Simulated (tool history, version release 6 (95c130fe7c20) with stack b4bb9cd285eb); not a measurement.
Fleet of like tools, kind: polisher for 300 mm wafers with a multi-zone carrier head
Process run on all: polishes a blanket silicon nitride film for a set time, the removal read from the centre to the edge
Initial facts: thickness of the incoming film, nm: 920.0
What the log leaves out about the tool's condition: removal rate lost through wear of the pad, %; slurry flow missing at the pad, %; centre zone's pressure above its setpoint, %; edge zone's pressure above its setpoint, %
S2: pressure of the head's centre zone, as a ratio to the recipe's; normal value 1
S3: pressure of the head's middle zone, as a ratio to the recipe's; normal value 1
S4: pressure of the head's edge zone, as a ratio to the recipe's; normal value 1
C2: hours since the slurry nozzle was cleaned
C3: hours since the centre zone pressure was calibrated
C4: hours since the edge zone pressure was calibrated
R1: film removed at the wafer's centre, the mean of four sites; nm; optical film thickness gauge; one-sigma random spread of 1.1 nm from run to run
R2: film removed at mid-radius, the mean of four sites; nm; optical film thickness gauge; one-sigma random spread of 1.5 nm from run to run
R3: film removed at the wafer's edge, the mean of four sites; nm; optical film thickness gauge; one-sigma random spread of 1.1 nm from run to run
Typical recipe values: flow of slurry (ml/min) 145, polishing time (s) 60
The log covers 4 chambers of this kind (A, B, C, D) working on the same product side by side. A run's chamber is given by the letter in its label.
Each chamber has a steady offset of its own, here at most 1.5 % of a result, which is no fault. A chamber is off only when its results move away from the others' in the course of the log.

{"hour": 0.5, "done": "chamber D: worn pad replaced by a new one"}
{"run": "1C", "hour": 4.8, "flow of slurry (ml/min)": 145, "S2": 1, "S3": 1, "S4": 1, "polishing time (s)": 60, "wafers polished on this pad": 283, "C2": 190, "C3": 642.5, "C4": 163.5, "R1": 109.19, "R2": 108.83, "R3": 108.26}
{"run": "2D", "hour": 11.8, "flow of slurry (ml/min)": 145, "S2": 1, "S3": 1, "S4": 1, "polishing time (s)": 60, "wafers polished on this pad": 128, "C2": 268.1, "C3": 956.7, "C4": 352.4, "R1": 107.27, "R2": 105.87, "R3": 108.64}
{"run": "3B", "hour": 15.1, "flow of slurry (ml/min)": 145, "S2": 1, "S3": 1, "S4": 1, "polishing time (s)": 60, "wafers polished on this pad": 594, "C2": 454.7, "C3": 874.1, "C4": 1263.6, "R1": 105.45, "R2": 106.05, "R3": 106.14}
{"run": "4A", "hour": 19.8, "flow of slurry (ml/min)": 145, "S2": 1, "S3": 1, "S4": 1, "polishing time (s)": 60, "wafers polished on this pad": 868, "C2": 61.4, "C3": 88.7, "C4": 58, "R1": 106.13, "R2": 111.09, "R3": 105.99}
{"run": "5D", "hour": 23.5, "flow of slurry (ml/min)": 145, "S2": 1, "S3": 1, "S4": 1, "polishing time (s)": 60, "wafers polished on this pad": 260, "C2": 279.8, "C3": 968.4, "C4": 364.1, "R1": 106.32, "R2": 108.26, "R3": 107.81}
{"run": "6B", "hour": 28.5, "flow of slurry (ml/min)": 145, "S2": 1, "S3": 1, "S4": 1, "polishing time (s)": 60, "wafers polished on this pad": 746, "C2": 468.1, "C3": 887.5, "C4": 1277, "R1": 107.91, "R2": 108.04, "R3": 108.71}
{"run": "7C", "hour": 33.2, "flow of slurry (ml/min)": 145, "S2": 1, "S3": 1, "S4": 1, "polishing time (s)": 60, "wafers polished on this pad": 604, "C2": 218.4, "C3": 670.9, "C4": 191.9, "R1": 108.65, "R2": 107.29, "R3": 107.25}
{"run": "8A", "hour": 37.5, "flow of slurry (ml/min)": 145, "S2": 1, "S3": 1, "S4": 1, "polishing time (s)": 60, "wafers polished on this pad": 1068, "C2": 79.1, "C3": 106.4, "C4": 75.7, "R1": 105.75, "R2": 110.76, "R3": 106.82}
{"run": "9B", "hour": 43.0, "flow of slurry (ml/min)": 145, "S2": 1, "S3": 1, "S4": 1, "polishing time (s)": 60, "wafers polished on this pad": 910, "C2": 482.6, "C3": 902, "C4": 1291.5, "R1": 102.74, "R2": 107.05, "R3": 105.25}
{"hour": 47.8, "done": "chamber A: worn pad replaced by a new one"}
{"run": "10A", "hour": 48.4, "flow of slurry (ml/min)": 145, "S2": 1, "S3": 1, "S4": 1, "polishing time (s)": 60, "wafers polished on this pad": 7, "C2": 90, "C3": 117.3, "C4": 86.6, "R1": 107.55, "R2": 110.82, "R3": 105.95}
{"run": "11C", "hour": 52.0, "flow of slurry (ml/min)": 145, "S2": 1, "S3": 1, "S4": 1, "polishing time (s)": 60, "wafers polished on this pad": 816, "C2": 237.2, "C3": 689.7, "C4": 210.7, "R1": 106.36, "R2": 109.56, "R3": 105.48}
{"run": "12D", "hour": 55.2, "flow of slurry (ml/min)": 145, "S2": 1, "S3": 1, "S4": 1, "polishing time (s)": 60, "wafers polished on this pad": 619, "C2": 311.5, "C3": 1000.1, "C4": 395.8, "R1": 107.95, "R2": 108.72, "R3": 105.81}
{"hour": 57.2, "done": "chamber C: worn pad replaced by a new one"}
{"run": "13A", "hour": 59.6, "flow of slurry (ml/min)": 145, "S2": 1, "S3": 1, "S4": 1, "polishing time (s)": 60, "wafers polished on this pad": 134, "C2": 101.2, "C3": 128.5, "C4": 97.8, "R1": 106.78, "R2": 107.64, "R3": 106.08}
{"hour": 59.9, "done": "chamber C: centre zone pressure recalibrated"}
{"hour": 65.2, "done": "chamber B: centre zone pressure recalibrated"}
{"run": "14D", "hour": 66.1, "flow of slurry (ml/min)": 145, "S2": 1, "S3": 1, "S4": 1, "polishing time (s)": 60, "wafers polished on this pad": 742, "C2": 322.4, "C3": 1011, "C4": 406.7, "R1": 107.72, "R2": 107.84, "R3": 106.07}
{"run": "15C", "hour": 73.5, "flow of slurry (ml/min)": 145, "S2": 1, "S3": 1, "S4": 1, "polishing time (s)": 60, "wafers polished on this pad": 185, "C2": 258.7, "C3": 13.6, "C4": 232.2, "R1": 105.68, "R2": 108.93, "R3": 105.98}
{"run": "16B", "hour": 80.1, "flow of slurry (ml/min)": 145, "S2": 0.93, "S3": 1, "S4": 0.93, "polishing time (s)": 60, "wafers polished on this pad": 1329, "C2": 519.7, "C3": 15, "C4": 1328.6, "R1": 94.497, "R2": 103.83, "R3": 98.86}
{"run": "17B", "hour": 84.2, "flow of slurry (ml/min)": 145, "S2": 0.93, "S3": 1, "S4": 0.93, "polishing time (s)": 60, "wafers polished on this pad": 1376, "C2": 523.8, "C3": 19.1, "C4": 1332.7, "R1": 95.644, "R2": 103.15, "R3": 98.216}
{"run": "18A", "hour": 90.8, "flow of slurry (ml/min)": 145, "S2": 0.93, "S3": 1, "S4": 0.93, "polishing time (s)": 60, "wafers polished on this pad": 487, "C2": 132.4, "C3": 159.7, "C4": 129, "R1": 100.07, "R2": 110.2, "R3": 102.58}
{"run": "19C", "hour": 95.2, "flow of slurry (ml/min)": 145, "S2": 0.93, "S3": 1, "S4": 0.93, "polishing time (s)": 60, "wafers polished on this pad": 430, "C2": 280.4, "C3": 35.3, "C4": 253.9, "R1": 98.063, "R2": 109.4, "R3": 104.46}
{"run": "20D", "hour": 99.2, "flow of slurry (ml/min)": 145, "S2": 1, "S3": 1, "S4": 1, "polishing time (s)": 60, "wafers polished on this pad": 1116, "C2": 355.5, "C3": 1044.1, "C4": 439.8, "R1": 110.13, "R2": 106.69, "R3": 106.19}
{"run": "21D", "hour": 105.9, "flow of slurry (ml/min)": 145, "S2": 1, "S3": 1, "S4": 1.04, "polishing time (s)": 60, "wafers polished on this pad": 1192, "C2": 362.2, "C3": 1050.8, "C4": 446.5, "R1": 108.03, "R2": 109.19, "R3": 108.96}
{"run": "22B", "hour": 110.0, "flow of slurry (ml/min)": 145, "S2": 1, "S3": 1, "S4": 1.04, "polishing time (s)": 60, "wafers polished on this pad": 1667, "C2": 549.6, "C3": 44.9, "C4": 1358.5, "R1": 96.71, "R2": 98.246, "R3": 103.15}
{"run": "23C", "hour": 116.6, "flow of slurry (ml/min)": 145, "S2": 1, "S3": 1, "S4": 1.04, "polishing time (s)": 60, "wafers polished on this pad": 672, "C2": 301.8, "C3": 56.7, "C4": 275.3, "R1": 106.85, "R2": 108.77, "R3": 108.38}
{"run": "24A", "hour": 123.8, "flow of slurry (ml/min)": 145, "S2": 1, "S3": 1, "S4": 1.04, "polishing time (s)": 60, "wafers polished on this pad": 860, "C2": 165.4, "C3": 192.7, "C4": 162, "R1": 106.38, "R2": 109.08, "R3": 110.29}
{"run": "25C", "hour": 127.0, "flow of slurry (ml/min)": 100, "S2": 1, "S3": 1, "S4": 1, "polishing time (s)": 45, "wafers polished on this pad": 789, "C2": 312.2, "C3": 67.1, "C4": 285.7, "R1": 73.251, "R2": 75.388, "R3": 75.723}
{"run": "26A", "hour": 132.9, "flow of slurry (ml/min)": 100, "S2": 1, "S3": 1, "S4": 1, "polishing time (s)": 45, "wafers polished on this pad": 962, "C2": 174.5, "C3": 201.8, "C4": 171.1, "R1": 73.422, "R2": 74.922, "R3": 74.918}

Does one chamber stand apart from the rest, does the shared gauge drift, or is all well apart from small per-chamber offsets? Give the chamber and the most likely cause, where there is one.

It is chamber B that slowly wanders off from its peers.
Most likely cause: removal rate lost through wear of the pad, % = 9.04.
The log may not tell that from: slurry flow missing at the pad, %.

Below are 4 candidate recipes for chamber B's next run, each the usual settings with a change, their results shown as question marks. Which of them brings B's results back in line with what the other chambers give on the usual settings?
Counts as in line when no further than this from what the other chambers average on the usual settings: R1 3.8 nm; R2 5.2 nm; R3 3.7 nm
{"run": "27B-1", "hour": 138.2, "flow of slurry (ml/min)": 145, "S2": 1, "S3": 1, "S4": 1, "polishing time (s)": 58, "R1": "?", "R2": "?", "R3": "?"}
{"run": "27B-2", "hour": 138.2, "flow of slurry (ml/min)": 145, "S2": 1, "S3": 1, "S4": 1, "polishing time (s)": 62, "R1": "?", "R2": "?", "R3": "?"}
{"run": "27B-3", "hour": 138.2, "flow of slurry (ml/min)": 150, "S2": 1.01, "S3": 1.01, "S4": 0.99, "polishing time (s)": 65, "R1": "?", "R2": "?", "R3": "?"}
{"run": "27B-4", "hour": 138.2, "flow of slurry (ml/min)": 140, "S2": 0.99, "S3": 0.99, "S4": 1.01, "polishing time (s)": 55, "R1": "?", "R2": "?", "R3": "?"}

The mean the other chambers reach with the usual settings: R1 107.37 nm; R2 107.87 nm; R3 106.86 nm
run=27B-1 R1=93.599 R2=94.657 R3=94.832
run=27B-2 R1=100.05 R2=101.19 R3=101.37
run=27B-3 R1=106.82 R2=107.74 R3=106.2
run=27B-4 R1=87.099 R2=88.331 R3=89.96
The answer is 27B-3, which returns the chamber to within the allowed miss of the others.

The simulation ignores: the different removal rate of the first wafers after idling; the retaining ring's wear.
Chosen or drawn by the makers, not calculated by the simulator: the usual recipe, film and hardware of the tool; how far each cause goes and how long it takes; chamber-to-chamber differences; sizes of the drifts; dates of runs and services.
